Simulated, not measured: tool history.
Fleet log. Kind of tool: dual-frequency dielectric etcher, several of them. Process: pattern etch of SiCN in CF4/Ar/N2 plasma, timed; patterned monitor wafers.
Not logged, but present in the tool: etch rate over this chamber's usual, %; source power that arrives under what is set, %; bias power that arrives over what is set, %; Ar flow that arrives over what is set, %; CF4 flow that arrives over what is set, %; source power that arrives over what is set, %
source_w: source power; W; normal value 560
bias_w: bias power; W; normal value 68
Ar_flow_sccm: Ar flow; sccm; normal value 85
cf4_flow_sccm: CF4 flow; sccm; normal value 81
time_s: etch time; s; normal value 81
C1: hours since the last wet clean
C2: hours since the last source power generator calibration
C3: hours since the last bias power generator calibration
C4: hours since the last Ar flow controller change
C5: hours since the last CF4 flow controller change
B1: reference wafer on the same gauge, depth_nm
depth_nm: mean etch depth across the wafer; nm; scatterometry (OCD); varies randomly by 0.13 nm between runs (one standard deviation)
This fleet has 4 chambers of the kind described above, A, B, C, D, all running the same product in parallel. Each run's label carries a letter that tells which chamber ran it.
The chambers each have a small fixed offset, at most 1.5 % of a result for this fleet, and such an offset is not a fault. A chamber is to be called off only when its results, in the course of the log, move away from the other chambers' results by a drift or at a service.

At day 0.029: chamber C: wet clean of the chamber.
Run 1B, day 0.188: usual settings; C1 391.7; C2 1977.1; C3 1059.5; C4 4942.4; C5 3371.4; B1 70.877. Result: depth_nm 86.739 nm.
Run 2C, day 0.358: usual settings; C1 8; C2 3385.9; C3 3208.4; C4 1938.7; C5 2779.3; B1 70.924. Result: depth_nm 87.781 nm.
Run 3A, day 0.562: usual settings; C1 37.5; C2 1514.4; C3 2028.9; C4 4628.3; C5 986.5; B1 70.905. Result: depth_nm 86.65 nm.
Run 4D, day 0.708: usual settings; C1 25.9; C2 77.1; C3 1363.3; C4 4752.3; C5 1929.5; B1 70.927. Result: depth_nm 87.978 nm.
Run 5B, day 0.996: usual settings; C1 411.1; C2 1996.5; C3 1078.9; C4 4961.8; C5 3390.8; B1 70.988. Result: depth_nm 86.61 nm.
Run 6C, day 1.271: usual settings but source_w 500 W; C1 29.9; C2 3407.8; C3 3230.3; C4 1960.6; C5 2801.2; B1 70.957. Result: depth_nm 79.377 nm.
Run 7A, day 1.471: usual settings but source_w 500 W; C1 59.3; C2 1536.2; C3 2050.7; C4 4650.1; C5 1008.3; B1 71.001. Result: depth_nm 78.303 nm.
Run 8D, day 1.746: usual settings but source_w 500 W; C1 50.8; C2 102; C3 1388.2; C4 4777.2; C5 1954.4; B1 71.005. Result: depth_nm 79.686 nm.
Run 9C, day 2.029: usual settings but source_w 500 W; C1 48.1; C2 3426; C3 3248.5; C4 1978.8; C5 2819.4; B1 70.992. Result: depth_nm 79.413 nm.
Run 10A, day 2.208: usual settings; C1 77; C2 1553.9; C3 2068.4; C4 4667.8; C5 1026; B1 71.002. Result: depth_nm 86.652 nm.
Run 11D, day 2.504: usual settings but time_s 94.5 s; C1 69; C2 120.2; C3 1406.4; C4 4795.4; C5 1972.6; B1 71.006. Result: depth_nm 102.51 nm.
Run 12B, day 2.671: usual settings but time_s 94.5 s; C1 451.3; C2 2036.7; C3 1119.1; C4 5002; C5 3431; B1 71.048. Result: depth_nm 101.2 nm.
Run 13B, day 2.888: usual settings but time_s 94.5 s; C1 456.5; C2 2041.9; C3 1124.3; C4 5007.2; C5 3436.2; B1 71.038. Result: depth_nm 101.3 nm.
Run 14A, day 3.067: usual settings but time_s 94.5 s; C1 97.6; C2 1574.5; C3 2089; C4 4688.4; C5 1046.6; B1 71.032. Result: depth_nm 101.1 nm.
At day 3.229: chamber A: Ar flow controller replaced.
Run 15C, day 3.338: usual settings; C1 79.5; C2 3457.4; C3 3279.9; C4 2010.2; C5 2850.8; B1 71.065. Result: depth_nm 87.656 nm.
Run 16D, day 3.529: usual settings; C1 93.6; C2 144.8; C3 1431; C4 4820; C5 1997.2; B1 71.088. Result: depth_nm 88.026 nm.
Run 17C, day 3.696: usual settings; C1 88.1; C2 3466; C3 3288.5; C4 2018.8; C5 2859.4; B1 71.05. Result: depth_nm 87.963 nm.
Run 18A, day 3.925: usual settings; C1 118.2; C2 1595.1; C3 2109.6; C4 16.8; C5 1067.2; B1 71.116. Result: depth_nm 86.809 nm.
Run 19B, day 4.112: usual settings; C1 485.9; C2 2071.3; C3 1153.7; C4 5036.6; C5 3465.6; B1 71.112. Result: depth_nm 87.339 nm.
Run 20D, day 4.358: usual settings; C1 113.5; C2 164.7; C3 1450.9; C4 4839.9; C5 2017.1; B1 71.135. Result: depth_nm 88.017 nm.
Run 21A, day 4.508: usual settings; C1 132.2; C2 1609.1; C3 2123.6; C4 30.8; C5 1081.2; B1 71.123. Result: depth_nm 86.763 nm.
Run 22D, day 4.812: usual settings; C1 124.4; C2 175.6; C3 1461.8; C4 4850.8; C5 2028; B1 71.123. Result: depth_nm 88.113 nm.
Run 23B, day 5.05: usual settings; C1 508.4; C2 2093.8; C3 1176.2; C4 5059.1; C5 3488.1; B1 71.137. Result: depth_nm 87.117 nm.
Run 24C, day 5.238: usual settings; C1 125.1; C2 3503; C3 3325.5; C4 2055.8; C5 2896.4; B1 71.169. Result: depth_nm 87.98 nm.
Run 25D, day 5.425: usual settings; C1 139.1; C2 190.3; C3 1476.5; C4 4865.5; C5 2042.7; B1 71.169. Result: depth_nm 88.163 nm.
Run 26C, day 5.742: usual settings but Ar_flow_sccm 98 sccm; C1 137.2; C2 3515.1; C3 3337.6; C4 2067.9; C5 2908.5; B1 71.153. Result: depth_nm 85.975 nm.
Run 27B, day 6.038: usual settings but Ar_flow_sccm 98 sccm; C1 532.1; C2 2117.5; C3 1199.9; C4 5082.8; C5 3511.8; B1 71.189. Result: depth_nm 85.311 nm.
Run 28A, day 6.258: usual settings but Ar_flow_sccm 98 sccm; C1 174.2; C2 1651.1; C3 2165.6; C4 72.8; C5 1123.2; B1 71.207. Result: depth_nm 85.121 nm.
Run 29D, day 6.517: usual settings but Ar_flow_sccm 98 sccm; C1 165.3; C2 216.5; C3 1502.7; C4 4891.7; C5 2068.9; B1 71.212. Result: depth_nm 86.3 nm.
Run 30B, day 6.738: usual settings; C1 548.9; C2 2134.3; C3 1216.7; C4 5099.6; C5 3528.6; B1 71.229. Result: depth_nm 87.164 nm.
Run 31A, day 7.021: usual settings; C1 192.5; C2 1669.4; C3 2183.9; C4 91.1; C5 1141.5; B1 71.222. Result: depth_nm 86.988 nm.
Run 32C, day 7.221: usual settings but cf4_flow_sccm 99 sccm; C1 172.7; C2 3550.6; C3 3373.1; C4 2103.4; C5 2944; B1 71.234. Result: depth_nm 90.615 nm.
Run 33B, day 7.488: usual settings but cf4_flow_sccm 99 sccm; C1 566.9; C2 2152.3; C3 1234.7; C4 5117.6; C5 3546.6; B1 71.263. Result: depth_nm 89.762 nm.
Run 34D, day 7.679: usual settings but cf4_flow_sccm 99 sccm; C1 193.2; C2 244.4; C3 1530.6; C4 4919.6; C5 2096.8; B1 71.239. Result: depth_nm 90.741 nm.
Run 35C, day 7.829: usual settings but cf4_flow_sccm 99 sccm; C1 187.3; C2 3565.2; C3 3387.7; C4 2118; C5 2958.6; B1 71.311. Result: depth_nm 90.563 nm.
Run 36A, day 8.075: usual settings but Ar_flow_sccm 102 sccm; C1 217.8; C2 1694.7; C3 2209.2; C4 116.4; C5 1166.8; B1 71.323. Result: depth_nm 84.748 nm.
Run 37A, day 8.292: usual settings but Ar_flow_sccm 102 sccm; C1 223; C2 1699.9; C3 2214.4; C4 121.6; C5 1172; B1 71.28. Result: depth_nm 84.546 nm.
Run 38C, day 8.442: usual settings but Ar_flow_sccm 102 sccm; C1 202; C2 3579.9; C3 3402.4; C4 2132.7; C5 2973.3; B1 71.296. Result: depth_nm 85.744 nm.
Run 39D, day 8.75: usual settings but Ar_flow_sccm 102 sccm; C1 218.9; C2 270.1; C3 1556.3; C4 4945.3; C5 2122.5; B1 71.316. Result: depth_nm 85.812 nm.

Decide between three cases: one chamber stands off from its peers, the gauge reading all wafers drifts, or nothing is wrong past each chamber's small offset. Where a chamber is off, say which and what most likely put it there.

The shared gauge is drifting. All chambers look as if they move in step, but none is off.
Likeliest cause: gauge reads high (%) = 0.623.
